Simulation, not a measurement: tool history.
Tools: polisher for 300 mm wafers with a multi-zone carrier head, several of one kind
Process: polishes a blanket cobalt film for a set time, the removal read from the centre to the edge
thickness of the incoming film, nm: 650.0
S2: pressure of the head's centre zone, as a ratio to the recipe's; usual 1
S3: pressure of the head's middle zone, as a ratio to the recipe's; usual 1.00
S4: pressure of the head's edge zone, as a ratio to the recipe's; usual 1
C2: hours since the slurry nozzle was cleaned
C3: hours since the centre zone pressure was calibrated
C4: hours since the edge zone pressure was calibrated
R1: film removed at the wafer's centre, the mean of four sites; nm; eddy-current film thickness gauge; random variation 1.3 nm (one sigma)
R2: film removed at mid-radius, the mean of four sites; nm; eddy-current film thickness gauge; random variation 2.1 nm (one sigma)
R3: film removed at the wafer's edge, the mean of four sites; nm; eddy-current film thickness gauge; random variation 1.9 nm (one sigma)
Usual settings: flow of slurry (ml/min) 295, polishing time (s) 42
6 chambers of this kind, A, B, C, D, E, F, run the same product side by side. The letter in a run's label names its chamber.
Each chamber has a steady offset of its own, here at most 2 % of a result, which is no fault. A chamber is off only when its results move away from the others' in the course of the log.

{"run": "1F", "hour": 4.3, "flow of slurry (ml/min)": 295, "S2": 1, "S3": 1.0, "S4": 1, "polishing time (s)": 42, "wafers polished on this pad": 869, "C2": 80.1, "C3": 999.3, "C4": 685.2, "R1": 153.88, "R2": 155.48, "R3": 153.29}
{"hour": 4.4, "done": "chamber F: worn pad replaced by a new one"}
{"run": "2C", "hour": 8.7, "flow of slurry (ml/min)": 295, "S2": 1, "S3": 1.0, "S4": 1, "polishing time (s)": 42, "wafers polished on this pad": 652, "C2": 64.3, "C3": 54.0, "C4": 571.6, "R1": 160.66, "R2": 157.28, "R3": 157.42}
{"run": "3D", "hour": 13.5, "flow of slurry (ml/min)": 295, "S2": 1, "S3": 1.0, "S4": 1, "polishing time (s)": 42, "wafers polished on this pad": 328, "C2": 219.2, "C3": 255.7, "C4": 399.0, "R1": 152.83, "R2": 153.77, "R3": 156.45}
{"run": "4B", "hour": 17.9, "flow of slurry (ml/min)": 295, "S2": 1, "S3": 1.0, "S4": 1, "polishing time (s)": 42, "wafers polished on this pad": 1020, "C2": 202.5, "C3": 696.9, "C4": 964.7, "R1": 158.78, "R2": 157.13, "R3": 157.25}
{"hour": 19.3, "done": "chamber E: slurry nozzle cleaned"}
{"run": "5A", "hour": 20.8, "flow of slurry (ml/min)": 295, "S2": 1, "S3": 1.0, "S4": 1, "polishing time (s)": 42, "wafers polished on this pad": 1182, "C2": 253.1, "C3": 1219.4, "C4": 124.7, "R1": 156.13, "R2": 156.89, "R3": 155.52}
{"run": "6E", "hour": 25.1, "flow of slurry (ml/min)": 295, "S2": 1, "S3": 1.0, "S4": 1, "polishing time (s)": 34, "wafers polished on this pad": 497, "C2": 5.9, "C3": 821.1, "C4": 862.7, "R1": 127.37, "R2": 126.6, "R3": 125.14}
{"hour": 27.6, "done": "chamber B: worn pad replaced by a new one"}
{"run": "7C", "hour": 28.4, "flow of slurry (ml/min)": 295, "S2": 1, "S3": 1.0, "S4": 1, "polishing time (s)": 34, "wafers polished on this pad": 801, "C2": 84.0, "C3": 73.7, "C4": 591.3, "R1": 128.21, "R2": 126.65, "R3": 128.75}
{"hour": 31.8, "done": "chamber D: edge zone pressure recalibrated"}
{"run": "8F", "hour": 32.9, "flow of slurry (ml/min)": 295, "S2": 1, "S3": 1.0, "S4": 1, "polishing time (s)": 34, "wafers polished on this pad": 216, "C2": 108.7, "C3": 1027.9, "C4": 713.8, "R1": 125.46, "R2": 127.58, "R3": 123.36}
{"hour": 35.9, "done": "chamber A: worn pad replaced by a new one"}
{"run": "9B", "hour": 36.6, "flow of slurry (ml/min)": 295, "S2": 1, "S3": 1.0, "S4": 1, "polishing time (s)": 34, "wafers polished on this pad": 68, "C2": 221.2, "C3": 715.6, "C4": 983.4, "R1": 129.29, "R2": 127.77, "R3": 126.95}
{"run": "10A", "hour": 41.8, "flow of slurry (ml/min)": 295, "S2": 1, "S3": 1.0, "S4": 1, "polishing time (s)": 34, "wafers polished on this pad": 45, "C2": 274.1, "C3": 1240.4, "C4": 145.7, "R1": 128.9, "R2": 124.54, "R3": 124.89}
{"run": "11D", "hour": 46.4, "flow of slurry (ml/min)": 295, "S2": 1, "S3": 1.0, "S4": 1, "polishing time (s)": 34, "wafers polished on this pad": 577, "C2": 252.1, "C3": 288.6, "C4": 14.7, "R1": 124.83, "R2": 127.12, "R3": 128.26}
{"run": "12E", "hour": 49.4, "flow of slurry (ml/min)": 295, "S2": 1, "S3": 1.0, "S4": 1, "polishing time (s)": 42, "wafers polished on this pad": 681, "C2": 30.2, "C3": 845.4, "C4": 887.0, "R1": 158.16, "R2": 155.35, "R3": 159.42}
{"hour": 50.8, "done": "chamber E: worn pad replaced by a new one"}
{"run": "13F", "hour": 53.5, "flow of slurry (ml/min)": 225, "S2": 1, "S3": 1.0, "S4": 1, "polishing time (s)": 55, "wafers polished on this pad": 372, "C2": 129.3, "C3": 1048.5, "C4": 734.4, "R1": 197.65, "R2": 200.75, "R3": 200.01}
{"run": "14E", "hour": 56.5, "flow of slurry (ml/min)": 225, "S2": 1, "S3": 1.0, "S4": 1, "polishing time (s)": 55, "wafers polished on this pad": 43, "C2": 37.3, "C3": 852.5, "C4": 894.1, "R1": 198.32, "R2": 199.94, "R3": 196.55}
{"hour": 57.3, "done": "chamber A: centre zone pressure recalibrated"}
{"run": "15D", "hour": 61.5, "flow of slurry (ml/min)": 225, "S2": 1, "S3": 1.0, "S4": 1, "polishing time (s)": 55, "wafers polished on this pad": 691, "C2": 267.2, "C3": 303.7, "C4": 29.8, "R1": 196.83, "R2": 199.46, "R3": 199.52}
{"hour": 65.5, "done": "chamber B: slurry nozzle cleaned"}
{"run": "16C", "hour": 66.4, "flow of slurry (ml/min)": 225, "S2": 1, "S3": 1.0, "S4": 1, "polishing time (s)": 55, "wafers polished on this pad": 1089, "C2": 122.0, "C3": 111.7, "C4": 629.3, "R1": 198.66, "R2": 199.09, "R3": 195.86}
{"run": "17B", "hour": 70.6, "flow of slurry (ml/min)": 225, "S2": 1, "S3": 1.0, "S4": 1, "polishing time (s)": 55, "wafers polished on this pad": 326, "C2": 5.2, "C3": 749.6, "C4": 1017.4, "R1": 199.54, "R2": 197.23, "R3": 200.46}
{"run": "18A", "hour": 75.7, "flow of slurry (ml/min)": 225, "S2": 1, "S3": 1.0, "S4": 1, "polishing time (s)": 55, "wafers polished on this pad": 301, "C2": 308.0, "C3": 18.4, "C4": 179.6, "R1": 219.29, "R2": 195.7, "R3": 202.03}
{"run": "19A", "hour": 80.2, "flow of slurry (ml/min)": 295, "S2": 1, "S3": 1.0, "S4": 1, "polishing time (s)": 42, "wafers polished on this pad": 335, "C2": 312.5, "C3": 22.9, "C4": 184.1, "R1": 169.25, "R2": 154.49, "R3": 159.26}
{"run": "20C", "hour": 84.8, "flow of slurry (ml/min)": 295, "S2": 1, "S3": 1.0, "S4": 1, "polishing time (s)": 42, "wafers polished on this pad": 1228, "C2": 140.4, "C3": 130.1, "C4": 647.7, "R1": 157.92, "R2": 159.63, "R3": 159.57}
{"hour": 86.0, "done": "chamber C: worn pad replaced by a new one"}
{"run": "21B", "hour": 89.8, "flow of slurry (ml/min)": 295, "S2": 1, "S3": 1.0, "S4": 1, "polishing time (s)": 42, "wafers polished on this pad": 471, "C2": 24.4, "C3": 768.8, "C4": 1036.6, "R1": 160.22, "R2": 155.75, "R3": 158.25}
{"run": "22D", "hour": 94.9, "flow of slurry (ml/min)": 295, "S2": 1, "S3": 1.0, "S4": 1, "polishing time (s)": 42, "wafers polished on this pad": 944, "C2": 300.6, "C3": 337.1, "C4": 63.2, "R1": 156.19, "R2": 153.7, "R3": 157.35}
{"run": "23F", "hour": 100.0, "flow of slurry (ml/min)": 295, "S2": 1, "S3": 1.0, "S4": 1, "polishing time (s)": 42, "wafers polished on this pad": 724, "C2": 175.8, "C3": 1095.0, "C4": 780.9, "R1": 153.81, "R2": 156.47, "R3": 158.29}
{"hour": 100.7, "done": "chamber D: centre zone pressure recalibrated"}
{"run": "24E", "hour": 102.7, "flow of slurry (ml/min)": 295, "S2": 1, "S3": 1.0, "S4": 1, "polishing time (s)": 42, "wafers polished on this pad": 392, "C2": 83.5, "C3": 898.7, "C4": 940.3, "R1": 157.23, "R2": 158.2, "R3": 155.54}
{"run": "25F", "hour": 107.8, "flow of slurry (ml/min)": 295, "S2": 1, "S3": 1.0, "S4": 1, "polishing time (s)": 42, "wafers polished on this pad": 783, "C2": 183.6, "C3": 1102.8, "C4": 788.7, "R1": 153.6, "R2": 159.9, "R3": 153.19}
{"hour": 110.7, "done": "chamber E: centre zone pressure recalibrated"}
{"run": "26C", "hour": 113.1, "flow of slurry (ml/min)": 295, "S2": 1, "S3": 1.0, "S4": 1, "polishing time (s)": 42, "wafers polished on this pad": 205, "C2": 168.7, "C3": 158.4, "C4": 676.0, "R1": 156.74, "R2": 157.55, "R3": 156.78}
{"run": "27B", "hour": 116.4, "flow of slurry (ml/min)": 295, "S2": 1, "S3": 1.0, "S4": 1, "polishing time (s)": 42, "wafers polished on this pad": 672, "C2": 51.0, "C3": 795.4, "C4": 1063.2, "R1": 160.52, "R2": 156.97, "R3": 155.18}
{"run": "28D", "hour": 120.3, "flow of slurry (ml/min)": 295, "S2": 1, "S3": 1.11, "S4": 1, "polishing time (s)": 32, "wafers polished on this pad": 1136, "C2": 326.0, "C3": 19.7, "C4": 88.6, "R1": 117.97, "R2": 127.87, "R3": 117.01}
{"hour": 123.3, "done": "chamber F: worn pad replaced by a new one"}
{"run": "29E", "hour": 123.4, "flow of slurry (ml/min)": 295, "S2": 1, "S3": 1.11, "S4": 1, "polishing time (s)": 32, "wafers polished on this pad": 549, "C2": 104.2, "C3": 12.7, "C4": 961.0, "R1": 119.64, "R2": 131.15, "R3": 117.53}
{"run": "30A", "hour": 128.4, "flow of slurry (ml/min)": 295, "S2": 1, "S3": 1.11, "S4": 1, "polishing time (s)": 32, "wafers polished on this pad": 700, "C2": 360.7, "C3": 71.1, "C4": 232.3, "R1": 129.01, "R2": 129.04, "R3": 117.21}
{"run": "31B", "hour": 131.6, "flow of slurry (ml/min)": 295, "S2": 1, "S3": 1.11, "S4": 1, "polishing time (s)": 32, "wafers polished on this pad": 787, "C2": 66.2, "C3": 810.6, "C4": 1078.4, "R1": 121.79, "R2": 130.58, "R3": 117.67}
{"run": "32C", "hour": 134.3, "flow of slurry (ml/min)": 295, "S2": 1, "S3": 1.11, "S4": 1, "polishing time (s)": 32, "wafers polished on this pad": 366, "C2": 189.9, "C3": 179.6, "C4": 697.2, "R1": 120.74, "R2": 129.74, "R3": 116.29}
{"run": "33A", "hour": 138.2, "flow of slurry (ml/min)": 295, "S2": 1, "S3": 1.11, "S4": 1, "polishing time (s)": 32, "wafers polished on this pad": 774, "C2": 370.5, "C3": 80.9, "C4": 242.1, "R1": 127.89, "R2": 130.31, "R3": 120.63}
{"run": "34D", "hour": 142.5, "flow of slurry (ml/min)": 295, "S2": 1, "S3": 1.0, "S4": 1, "polishing time (s)": 42, "wafers polished on this pad": 1305, "C2": 348.2, "C3": 41.9, "C4": 110.8, "R1": 151.92, "R2": 151.57, "R3": 158.15}
{"hour": 144.5, "done": "chamber D: worn pad replaced by a new one"}
{"hour": 145.2, "done": "chamber E: worn pad replaced by a new one"}
{"run": "35F", "hour": 147.0, "flow of slurry (ml/min)": 295, "S2": 1, "S3": 1.0, "S4": 1, "polishing time (s)": 42, "wafers polished on this pad": 180, "C2": 222.8, "C3": 1142.0, "C4": 827.9, "R1": 156.06, "R2": 156.31, "R3": 155.03}
{"run": "36E", "hour": 151.4, "flow of slurry (ml/min)": 295, "S2": 1, "S3": 1.0, "S4": 1, "polishing time (s)": 42, "wafers polished on this pad": 47, "C2": 132.2, "C3": 40.7, "C4": 989.0, "R1": 157.65, "R2": 153.62, "R3": 155.93}
{"run": "37E", "hour": 154.9, "flow of slurry (ml/min)": 295, "S2": 1, "S3": 1.0, "S4": 1, "polishing time (s)": 42, "wafers polished on this pad": 73, "C2": 135.7, "C3": 44.2, "C4": 992.5, "R1": 157.61, "R2": 157.87, "R3": 155.57}
{"run": "38A", "hour": 159.6, "flow of slurry (ml/min)": 295, "S2": 1, "S3": 1.0, "S4": 1, "polishing time (s)": 42, "wafers polished on this pad": 936, "C2": 391.9, "C3": 102.3, "C4": 263.5, "R1": 172.48, "R2": 155.7, "R3": 153.89}
{"run": "39D", "hour": 162.7, "flow of slurry (ml/min)": 295, "S2": 1, "S3": 1.0, "S4": 1, "polishing time (s)": 42, "wafers polished on this pad": 137, "C2": 368.4, "C3": 62.1, "C4": 131.0, "R1": 154.8, "R2": 156.48, "R3": 154.2}
{"run": "40F", "hour": 167.2, "flow of slurry (ml/min)": 295, "S2": 1, "S3": 1.0, "S4": 1, "polishing time (s)": 42, "wafers polished on this pad": 333, "C2": 243.0, "C3": 1162.2, "C4": 848.1, "R1": 154.26, "R2": 155.37, "R3": 154.68}
{"run": "41B", "hour": 171.6, "flow of slurry (ml/min)": 295, "S2": 1, "S3": 1.0, "S4": 1, "polishing time (s)": 42, "wafers polished on this pad": 1090, "C2": 106.2, "C3": 850.6, "C4": 1118.4, "R1": 159.17, "R2": 155.15, "R3": 154.5}
{"run": "42C", "hour": 175.4, "flow of slurry (ml/min)": 295, "S2": 1, "S3": 1.0, "S4": 1, "polishing time (s)": 42, "wafers polished on this pad": 677, "C2": 231.0, "C3": 220.7, "C4": 738.3, "R1": 156.15, "R2": 161.93, "R3": 159.03}
{"run": "43D", "hour": 177.7, "flow of slurry (ml/min)": 295, "S2": 1, "S3": 1.0, "S4": 1, "polishing time (s)": 42, "wafers polished on this pad": 251, "C2": 383.4, "C3": 77.1, "C4": 146.0, "R1": 153.67, "R2": 155.78, "R3": 157.28}

Next, every chamber runs the same settings. What will each give?
{"run": "44A", "hour": 181.7, "flow of slurry (ml/min)": 295, "S2": 1, "S3": 1.08, "S4": 1, "polishing time (s)": 42, "R1": "?", "R2": "?", "R3": "?"}
{"run": "44B", "hour": 181.7, "flow of slurry (ml/min)": 295, "S2": 1, "S3": 1.08, "S4": 1, "polishing time (s)": 42, "R1": "?", "R2": "?", "R3": "?"}
{"run": "44C", "hour": 181.7, "flow of slurry (ml/min)": 295, "S2": 1, "S3": 1.08, "S4": 1, "polishing time (s)": 42, "R1": "?", "R2": "?", "R3": "?"}
{"run": "44D", "hour": 181.7, "flow of slurry (ml/min)": 295, "S2": 1, "S3": 1.08, "S4": 1, "polishing time (s)": 42, "R1": "?", "R2": "?", "R3": "?"}
{"run": "44E", "hour": 181.7, "flow of slurry (ml/min)": 295, "S2": 1, "S3": 1.08, "S4": 1, "polishing time (s)": 42, "R1": "?", "R2": "?", "R3": "?"}
{"run": "44F", "hour": 181.7, "flow of slurry (ml/min)": 295, "S2": 1, "S3": 1.08, "S4": 1, "polishing time (s)": 42, "R1": "?", "R2": "?", "R3": "?"}

run=44A R1=172.37 R2=166.30 R3=158.03
run=44B R1=158.44 R2=167.15 R3=155.29
run=44C R1=159.25 R2=168.05 R3=157.25
run=44D R1=155.35 R2=166.70 R3=157.06
run=44E R1=157.94 R2=169.86 R3=154.95
run=44F R1=154.94 R2=163.28 R3=156.52
